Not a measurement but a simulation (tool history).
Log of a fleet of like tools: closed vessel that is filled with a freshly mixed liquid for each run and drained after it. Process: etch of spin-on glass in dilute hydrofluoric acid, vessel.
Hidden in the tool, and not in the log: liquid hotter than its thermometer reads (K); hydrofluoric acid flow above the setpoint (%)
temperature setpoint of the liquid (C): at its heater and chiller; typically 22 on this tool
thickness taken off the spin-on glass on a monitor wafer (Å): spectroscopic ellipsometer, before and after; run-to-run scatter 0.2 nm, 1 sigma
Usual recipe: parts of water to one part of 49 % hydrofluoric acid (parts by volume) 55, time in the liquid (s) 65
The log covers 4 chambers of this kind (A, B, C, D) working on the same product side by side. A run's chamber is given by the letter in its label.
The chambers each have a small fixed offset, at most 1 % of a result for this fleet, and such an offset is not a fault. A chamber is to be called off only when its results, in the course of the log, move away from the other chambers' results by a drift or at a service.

run  hour  temperature setpoint of the liquid (C)  parts of water to one part of 49 % hydrofluoric acid (parts by volume)  time in the liquid (s)  hours since the thermometer was replaced  hours since the hydrofluoric acid flow meter was replaced  read-back film thickness of the spin-on glass reference wafer, read on the same gauge (nm)  thickness taken off the spin-on glass on a monitor wafer (Å)
 1C   2.3                                      22                                                                      55                      65                                     556.6                                                      808.8                                                                                      110.02                                                        516.96
      5.3  -- chamber D: thermometer replaced
 2D   6.7                                      22                                                                      55                      65                                       1.5                                                      718.4                                                                                      110.01                                                        520.96
 3A   9.2                                      22                                                                      55                      65                                      30.8                                                     1008.4                                                                                      109.97                                                        520.29
 4B  13.0                                      22                                                                      55                      65                                    1593.1                                                     1402.1                                                                                      110.03                                                        521.22
 5C  16.0                                      22                                                                      55                      65                                     570.3                                                      822.5                                                                                      109.98                                                        514.97
 6B  19.0                                      22                                                                      55                      65                                    1599.1                                                     1408.1                                                                                      109.97                                                        523.59
 7A  23.5                                      22                                                                      25                      65                                      45.1                                                     1022.7                                                                                      109.97                                                       1151.60
 8D  25.9                                      22                                                                      25                      65                                      20.7                                                      737.6                                                                                      109.98                                                       1206.50
 9A  29.0                                      22                                                                      25                      65                                      50.6                                                     1028.2                                                                                      110.00                                                       1160.50
10D  33.0                                      22                                                                      25                      65                                      27.8                                                      744.7                                                                                      110.06                                                       1204.20
11C  35.3                                      24                                                                      55                      65                                     589.6                                                      841.8                                                                                      109.97                                                        558.26
12B  38.3                                      24                                                                      55                      65                                    1618.4                                                     1427.4                                                                                      109.98                                                        573.65
13C  41.8                                      24                                                                      55                      65                                     596.1                                                      848.3                                                                                      109.98                                                        559.27
14D  44.5                                      24                                                                      55                      65                                      39.3                                                      756.2                                                                                      109.98                                                        567.08
15A  47.9                                      22                                                                      55                      65                                      69.5                                                     1047.1                                                                                      109.99                                                        520.16
16B  52.1                                      22                                                                      55                      65                                    1632.2                                                     1441.2                                                                                      110.01                                                        533.61
17B  55.8                                      22                                                                      55                      65                                    1635.9                                                     1444.9                                                                                      110.04                                                        531.77
18D  59.0                                      22                                                                      55                      65                                      53.8                                                      770.7                                                                                      109.98                                                        523.03
19C  62.8                                      22                                                                      55                      65                                     617.1                                                      869.3                                                                                      109.98                                                        514.41
20A  67.1                                      22                                                                      70                      30                                      88.7                                                     1066.3                                                                                      109.98                                                        184.62
21B  71.4                                      22                                                                      70                      30                                    1651.5                                                     1460.5                                                                                      110.00                                                        189.68
22D  74.5                                      22                                                                      70                      30                                      69.3                                                      786.2                                                                                      109.98                                                        184.47
23A  77.2                                      22                                                                      70                      30                                      98.8                                                     1076.4                                                                                      109.97                                                        184.22
24C  81.3                                      22                                                                      55                      65                                     635.6                                                      887.8                                                                                      110.01                                                        519.23
25D  84.6                                      22                                                                      55                      65                                      79.4                                                      796.3                                                                                      110.02                                                        521.74

The same settings go to every chamber for the next run, one line per chamber below. Forecast the results for each:
26A  88.3                                      22                                                                      45                      65                                                                                                                                                                                                                                                              ?
26B  88.3                                      22                                                                      45                      65                                                                                                                                                                                                                                                              ?
26C  88.3                                      22                                                                      45                      65                                                                                                                                                                                                                                                              ?
26D  88.3                                      22                                                                      45                      65                                                                                                                                                                                                                                                              ?

run  thickness taken off the spin-on glass on a monitor wafer (Å)
26A                                                        641.11
26B                                                        672.77
26C                                                        638.35
26D                                                        648.02

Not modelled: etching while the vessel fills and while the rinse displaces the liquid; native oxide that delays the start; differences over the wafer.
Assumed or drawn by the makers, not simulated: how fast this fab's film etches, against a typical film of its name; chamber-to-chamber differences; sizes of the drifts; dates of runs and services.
